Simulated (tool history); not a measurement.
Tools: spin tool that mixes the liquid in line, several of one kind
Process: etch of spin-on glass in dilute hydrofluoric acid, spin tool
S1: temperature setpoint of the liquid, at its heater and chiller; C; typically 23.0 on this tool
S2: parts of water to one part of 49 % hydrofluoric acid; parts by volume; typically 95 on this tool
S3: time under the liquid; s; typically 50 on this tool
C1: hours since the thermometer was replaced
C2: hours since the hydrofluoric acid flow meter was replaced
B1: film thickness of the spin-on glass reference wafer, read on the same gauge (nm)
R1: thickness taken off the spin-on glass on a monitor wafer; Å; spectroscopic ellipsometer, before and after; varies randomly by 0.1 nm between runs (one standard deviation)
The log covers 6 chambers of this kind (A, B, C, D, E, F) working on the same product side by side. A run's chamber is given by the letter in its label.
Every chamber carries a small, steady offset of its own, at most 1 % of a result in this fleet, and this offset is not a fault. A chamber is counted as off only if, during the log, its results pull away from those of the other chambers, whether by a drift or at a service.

run   hour    S1   S2  S3      C1      C2      B1      R1
 1A   11.1  23.0   95  50    15.2   139.2  50.036  197.96
 2C   20.4  23.0   95  50  1900.7   329.8  49.981  195.68
 3D   34.1  23.0   95  50   819.1   456.0  50.008  196.08
 4E   47.0  23.0   95  50  1511.5   208.4  50.018  195.01
 5B   60.0  27.0  135  50   597.2   941.4  50.029  153.72
 6F   71.1  27.0  135  50   169.6   398.2  49.991  153.14
 7D   80.4  27.0  135  50   865.4   502.3  49.993  152.91
 8C   91.7  27.0  135  50  1972.0   401.1  50.025  150.57
 9A  102.7  27.0  135  50   106.8   230.8  50.015  152.88
10E  111.4  27.0  135  50  1575.9   272.8  50.003  153.25
11B  118.3  23.0   95  50   655.5   999.7  49.973  195.70
12F  128.0  23.0   95  50   226.5   455.1  49.989  193.04
13E  138.5  23.0   95  50  1603.0   299.9  49.989  195.58
     147.1  -- chamber F: hydrofluoric acid flow meter replaced
14F  151.8  23.0   95  50   250.3     4.8  49.997  194.93
15B  163.6  23.0   60  50   700.8  1045.0  50.017  326.89
16A  169.9  23.0   60  50   174.0   298.0  49.991  321.84
17C  179.7  23.0   60  50  2060.0   489.1  49.963  324.37
18D  190.7  23.0   60  50   975.7   612.6  50.002  325.88
19D  200.6  23.0   60  50   985.6   622.5  50.013  325.75
20F  211.2  23.0   60  50   309.7    64.2  50.021  321.00
21E  223.9  23.0   95  50  1688.4   385.3  49.991  195.58
     235.6  -- chamber B: thermometer replaced
22A  237.9  23.0   95  50   242.0   366.0  50.026  196.88
23C  247.9  23.0   95  50  2128.2   557.3  50.024  192.50
24B  261.5  23.0   95  50    26.0  1142.9  49.961  195.72
25D  269.8  23.0   95  50  1054.8   691.7  50.017  195.72
26B  280.6  23.0   95  50    45.1  1162.0  50.011  197.34
27F  293.8  23.0   95  50   392.3   146.8  50.008  193.82
28C  303.9  23.0   95  50  2184.2   613.3  49.996  191.31
29E  314.9  21.0   70  50  1779.4   476.3  49.990  253.19
30A  327.4  21.0   70  50   331.5   455.5  50.000  251.77
31B  335.5  21.0   70  50   100.0  1216.9  50.044  253.13
32C  346.0  21.0   70  50  2226.3   655.4  50.005  245.13
     353.7  -- chamber B: hydrofluoric acid flow meter replaced
33D  357.5  21.0   70  50  1142.5   779.4  49.982  252.40
34A  367.1  21.0   70  50   371.2   495.2  49.986  251.57
35E  376.0  23.0   95  50  1840.5   537.4  49.977  195.53
36F  386.9  23.0   95  50   485.4   239.9  50.001  194.98
37A  399.5  23.0   95  50   403.6   527.6  49.992  195.96
38E  407.5  23.0   95  50  1872.0   568.9  49.992  194.80
39F  415.5  23.0   95  50   514.0   268.5  49.977  194.44
40C  424.8  23.0   95  50  2305.1   734.2  50.009  186.48
41D  431.8  23.0   95  50  1216.8   853.7  49.981  197.05
42B  445.7  26.5   95  50   210.2    92.1  50.007  224.83
43A  453.8  26.5   95  50   457.9   581.9  50.034  226.70

Next, all 6 chambers run the settings below, one line each with question marks for the results. What does each chamber give?
44A  464.0  23.0  95  50               ?
44B  464.0  23.0  95  50               ?
44C  464.0  23.0  95  50               ?
44D  464.0  23.0  95  50               ?
44E  464.0  23.0  95  50               ?
44F  464.0  23.0  95  50               ?

run      R1
44A  195.17
44B  195.55
44C  185.16
44D  196.46
44E  194.79
44F  196.30
